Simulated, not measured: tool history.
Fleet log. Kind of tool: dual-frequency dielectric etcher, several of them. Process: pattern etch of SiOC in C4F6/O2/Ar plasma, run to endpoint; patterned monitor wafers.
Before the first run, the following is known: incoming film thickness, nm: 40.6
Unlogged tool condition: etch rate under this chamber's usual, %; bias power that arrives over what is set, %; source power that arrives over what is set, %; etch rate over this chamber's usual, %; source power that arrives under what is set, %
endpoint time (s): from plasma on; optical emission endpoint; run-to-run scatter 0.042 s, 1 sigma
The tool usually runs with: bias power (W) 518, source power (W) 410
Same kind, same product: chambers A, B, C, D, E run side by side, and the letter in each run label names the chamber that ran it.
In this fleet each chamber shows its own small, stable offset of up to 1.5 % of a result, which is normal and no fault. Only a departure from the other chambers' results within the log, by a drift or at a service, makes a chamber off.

run,hour,bias power (W),source power (W),hours since the last wet clean,hours since the last bias power generator calibration,hours since the last source power generator calibration,endpoint time (s)
1D,5.0,518,410,377.9,2504.5,3113.4,13.226
2A,13.0,518,410,255.7,3170.9,1313.4,13.359
# hour 20.8: chamber E: bias power generator calibrated
3C,22.3,518,410,541.3,198.8,938.5,13.516
4E,27.2,518,410,190.5,6.4,1900.3,13.250
5B,35.4,399,470,639.1,720.5,3002.1,14.010
6E,43.9,399,470,207.2,23.1,1917.0,13.946
7D,53.5,399,470,426.4,2553.0,3161.9,13.758
8A,60.2,399,470,302.9,3218.1,1360.6,13.949
9C,68.4,399,470,587.4,244.9,984.6,14.137
10B,75.7,518,410,679.4,760.8,3042.4,13.379
# hour 82.9: chamber A: wet clean of the chamber
11B,83.9,518,360,687.6,769.0,3050.6,14.061
# hour 87.7: chamber B: wet clean of the chamber
12D,91.3,518,360,464.2,2590.8,3199.7,13.776
13A,100.4,518,360,17.5,3258.3,1400.8,13.995
14C,105.0,518,360,624.0,281.5,1021.2,14.202
15E,113.3,518,360,276.6,92.5,1986.4,13.900
16A,123.5,518,410,40.6,3281.4,1423.9,13.356
17D,129.5,518,410,502.4,2629.0,3237.9,13.089
18B,134.4,518,410,46.7,819.5,3101.1,13.453
19C,144.2,518,490,663.2,320.7,1060.4,12.657
# hour 146.1: chamber C: wet clean of the chamber
20E,153.7,518,490,317.0,132.9,2026.8,12.419
21C,162.7,518,490,16.6,339.2,1078.9,12.603
22D,169.0,518,490,541.9,2668.5,3277.4,12.260
23A,175.5,518,490,92.6,3333.4,1475.9,12.433
24E,181.9,562,350,345.2,161.1,2055.0,13.674
25B,188.3,562,350,100.6,873.4,3155.0,13.816
26A,196.7,562,350,113.8,3354.6,1497.1,13.768
27E,202.6,562,350,365.9,181.8,2075.7,13.664
28D,210.1,562,350,583.0,2709.6,3318.5,13.364
29C,216.6,518,410,70.5,393.1,1132.8,13.473
30B,223.9,518,410,136.2,909.0,3190.6,13.497
31D,229.9,518,410,602.8,2729.4,3338.3,12.918
32A,235.9,415,370,153.0,3393.8,1536.3,15.050
33C,243.2,415,370,97.1,419.7,1159.4,15.166
34E,251.6,415,370,414.9,230.8,2124.7,14.999
35B,257.4,415,370,169.7,942.5,3224.1,15.170
36D,266.2,415,370,639.1,2765.7,3374.6,14.484
37A,274.9,518,410,192.0,3432.8,1575.3,13.379
38B,281.8,518,410,194.1,966.9,3248.5,13.489
39E,289.8,518,410,453.1,269.0,2162.9,13.254
40C,300.0,518,480,153.9,476.5,1216.2,12.717
41C,309.5,518,480,163.4,486.0,1225.7,12.809
42A,317.3,518,480,234.4,3475.2,1617.7,12.641
43D,326.9,518,480,699.8,2826.4,3435.3,12.152

Predict what each chamber gives when all 5 of them run the settings below next.
44A,334.3,518,500,,,,?
44B,334.3,518,500,,,,?
44C,334.3,518,500,,,,?
44D,334.3,518,500,,,,?
44E,334.3,518,500,,,,?

run,endpoint time (s)
44A,12.464
44B,12.446
44C,12.567
44D,11.974
44E,12.349
